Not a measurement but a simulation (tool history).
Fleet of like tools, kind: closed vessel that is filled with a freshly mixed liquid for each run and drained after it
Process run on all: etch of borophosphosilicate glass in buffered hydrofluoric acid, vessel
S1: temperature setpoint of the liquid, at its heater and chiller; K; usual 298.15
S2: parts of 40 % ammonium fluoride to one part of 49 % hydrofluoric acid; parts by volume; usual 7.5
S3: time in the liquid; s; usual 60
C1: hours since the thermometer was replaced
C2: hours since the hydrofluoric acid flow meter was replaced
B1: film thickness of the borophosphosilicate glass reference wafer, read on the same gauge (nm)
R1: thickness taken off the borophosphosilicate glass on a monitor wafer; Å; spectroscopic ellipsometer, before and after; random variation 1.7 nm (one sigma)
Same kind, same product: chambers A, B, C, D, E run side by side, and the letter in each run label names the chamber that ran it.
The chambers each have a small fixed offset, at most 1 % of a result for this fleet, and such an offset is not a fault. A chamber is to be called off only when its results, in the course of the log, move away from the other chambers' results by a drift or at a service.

{"run": "1D", "day": 0.192, "S1": 298.15, "S2": 7.5, "S3": 60, "C1": 1551.6, "C2": 54.8, "B1": 79.979, "R1": 2520.1}
{"run": "2C", "day": 0.442, "S1": 298.15, "S2": 7.5, "S3": 60, "C1": 1423.4, "C2": 660.4, "B1": 79.92, "R1": 2519.7}
{"run": "3E", "day": 0.762, "S1": 298.15, "S2": 7.5, "S3": 60, "C1": 1132.3, "C2": 46.5, "B1": 80.017, "R1": 2536.8}
{"run": "4B", "day": 1.012, "S1": 298.15, "S2": 7.5, "S3": 60, "C1": 785.8, "C2": 1125.3, "B1": 80.026, "R1": 2519.5}
{"run": "5A", "day": 1.258, "S1": 298.15, "S2": 7.5, "S3": 60, "C1": 1118.8, "C2": 1068.5, "B1": 80.002, "R1": 2520.4}
{"run": "6A", "day": 1.529, "S1": 301.15, "S2": 10.5, "S3": 60, "C1": 1125.3, "C2": 1075, "B1": 80.014, "R1": 2143.3}
{"run": "7E", "day": 1.854, "S1": 301.15, "S2": 10.5, "S3": 60, "C1": 1158.5, "C2": 72.7, "B1": 79.992, "R1": 2148.9}
{"run": "8B", "day": 2.004, "S1": 301.15, "S2": 10.5, "S3": 60, "C1": 809.6, "C2": 1149.1, "B1": 79.988, "R1": 2186.2}
{"day": 2.162, "done": "chamber D: thermometer replaced"}
{"run": "9D", "day": 2.221, "S1": 301.15, "S2": 10.5, "S3": 60, "C1": 1.4, "C2": 103.5, "B1": 79.982, "R1": 2190.1}
{"run": "10C", "day": 2.438, "S1": 301.15, "S2": 10.5, "S3": 60, "C1": 1471.3, "C2": 708.3, "B1": 79.994, "R1": 2150.3}
{"run": "11B", "day": 2.671, "S1": 296.15, "S2": 5, "S3": 60, "C1": 825.6, "C2": 1165.1, "B1": 79.964, "R1": 3295.6}
{"run": "12E", "day": 3.008, "S1": 296.15, "S2": 5, "S3": 60, "C1": 1186.2, "C2": 100.4, "B1": 79.97, "R1": 3361.5}
{"run": "13D", "day": 3.271, "S1": 296.15, "S2": 5, "S3": 60, "C1": 26.6, "C2": 128.7, "B1": 79.977, "R1": 3278.8}
{"run": "14A", "day": 3.554, "S1": 296.15, "S2": 5, "S3": 60, "C1": 1173.9, "C2": 1123.6, "B1": 80.013, "R1": 3250.5}
{"day": 3.558, "done": "chamber E: thermometer replaced"}
{"run": "15C", "day": 3.842, "S1": 296.15, "S2": 5, "S3": 60, "C1": 1505, "C2": 742, "B1": 80.004, "R1": 3352.8}
{"run": "16C", "day": 4.167, "S1": 298.15, "S2": 7.5, "S3": 60, "C1": 1512.8, "C2": 749.8, "B1": 79.978, "R1": 2542.4}
{"run": "17D", "day": 4.408, "S1": 298.15, "S2": 7.5, "S3": 60, "C1": 53.9, "C2": 156, "B1": 80.018, "R1": 2531.9}
{"run": "18A", "day": 4.612, "S1": 298.15, "S2": 7.5, "S3": 60, "C1": 1199.3, "C2": 1149, "B1": 80.016, "R1": 2475.5}
{"run": "19B", "day": 4.825, "S1": 298.15, "S2": 7.5, "S3": 60, "C1": 877.3, "C2": 1216.8, "B1": 80.006, "R1": 2526.1}
{"run": "20E", "day": 5.142, "S1": 298.15, "S2": 7.5, "S3": 60, "C1": 38, "C2": 151.6, "B1": 80.011, "R1": 2529.6}
{"run": "21D", "day": 5.379, "S1": 298.15, "S2": 7.5, "S3": 60, "C1": 77.2, "C2": 179.3, "B1": 79.982, "R1": 2538.9}
{"run": "22C", "day": 5.625, "S1": 298.15, "S2": 8.5, "S3": 60, "C1": 1547.8, "C2": 784.8, "B1": 79.969, "R1": 2208.9}
{"run": "23E", "day": 5.9, "S1": 298.15, "S2": 8.5, "S3": 60, "C1": 56.2, "C2": 169.8, "B1": 80.011, "R1": 2229.6}
{"day": 5.908, "done": "chamber A: hydrofluoric acid flow meter replaced"}
{"run": "24B", "day": 6.188, "S1": 298.15, "S2": 8.5, "S3": 60, "C1": 910, "C2": 1249.5, "B1": 80.011, "R1": 2228.7}
{"run": "25A", "day": 6.446, "S1": 298.15, "S2": 8.5, "S3": 60, "C1": 1243.3, "C2": 13, "B1": 80.011, "R1": 2129.6}
{"run": "26D", "day": 6.629, "S1": 298.15, "S2": 8.5, "S3": 60, "C1": 107.2, "C2": 209.3, "B1": 80.022, "R1": 2242.1}
{"run": "27B", "day": 6.838, "S1": 298.15, "S2": 7.5, "S3": 60, "C1": 925.6, "C2": 1265.1, "B1": 79.99, "R1": 2519.3}
{"run": "28E", "day": 7.079, "S1": 298.15, "S2": 7.5, "S3": 60, "C1": 84.5, "C2": 198.1, "B1": 80.028, "R1": 2553.9}
{"run": "29A", "day": 7.358, "S1": 298.15, "S2": 7.5, "S3": 60, "C1": 1265.2, "C2": 34.9, "B1": 79.932, "R1": 2448.9}
{"run": "30C", "day": 7.621, "S1": 298.15, "S2": 7.5, "S3": 60, "C1": 1595.7, "C2": 832.7, "B1": 80.022, "R1": 2521.4}
{"run": "31A", "day": 7.883, "S1": 298.15, "S2": 7.5, "S3": 60, "C1": 1277.8, "C2": 47.5, "B1": 80.017, "R1": 2448.1}
{"run": "32B", "day": 8.054, "S1": 298.15, "S2": 7.5, "S3": 60, "C1": 954.8, "C2": 1294.3, "B1": 79.969, "R1": 2548.1}

Has any chamber moved away from the others, gradually or after a service, or does the common gauge drift, or do the chambers differ only by their own small steady offsets? State the chamber and the most likely cause if one applies.

One chamber, A, drifts off from the rest bit by bit.
Likeliest cause: liquid colder than its thermometer reads (K) = 0.746.

Below are 4 candidate recipes for chamber A's next run, each the usual settings with a change, their results shown as question marks. Which of them brings A's results back in line with what the other chambers give on the usual settings?
Maximum distance from the other chambers' mean on the usual settings for a result to count as in line: R1 59 Å
{"run": "33A-1", "day": 8.3, "S1": 298.15, "S2": 7.5, "S3": 55, "R1": "?"}
{"run": "33A-2", "day": 8.3, "S1": 299.15, "S2": 7.5, "S3": 60, "R1": "?"}
{"run": "33A-3", "day": 8.3, "S1": 298.15, "S2": 7.5, "S3": 65, "R1": "?"}
{"run": "33A-4", "day": 8.3, "S1": 297.15, "S2": 7.5, "S3": 60, "R1": "?"}

Average result of the remaining chambers running the usual settings: R1 2538.6 Å
run=33A-1 R1=2226.9
run=33A-2 R1=2562.9
run=33A-3 R1=2631.8
run=33A-4 R1=2303.2
Change 33A-2 lands the chamber within the allowed miss of the other chambers.
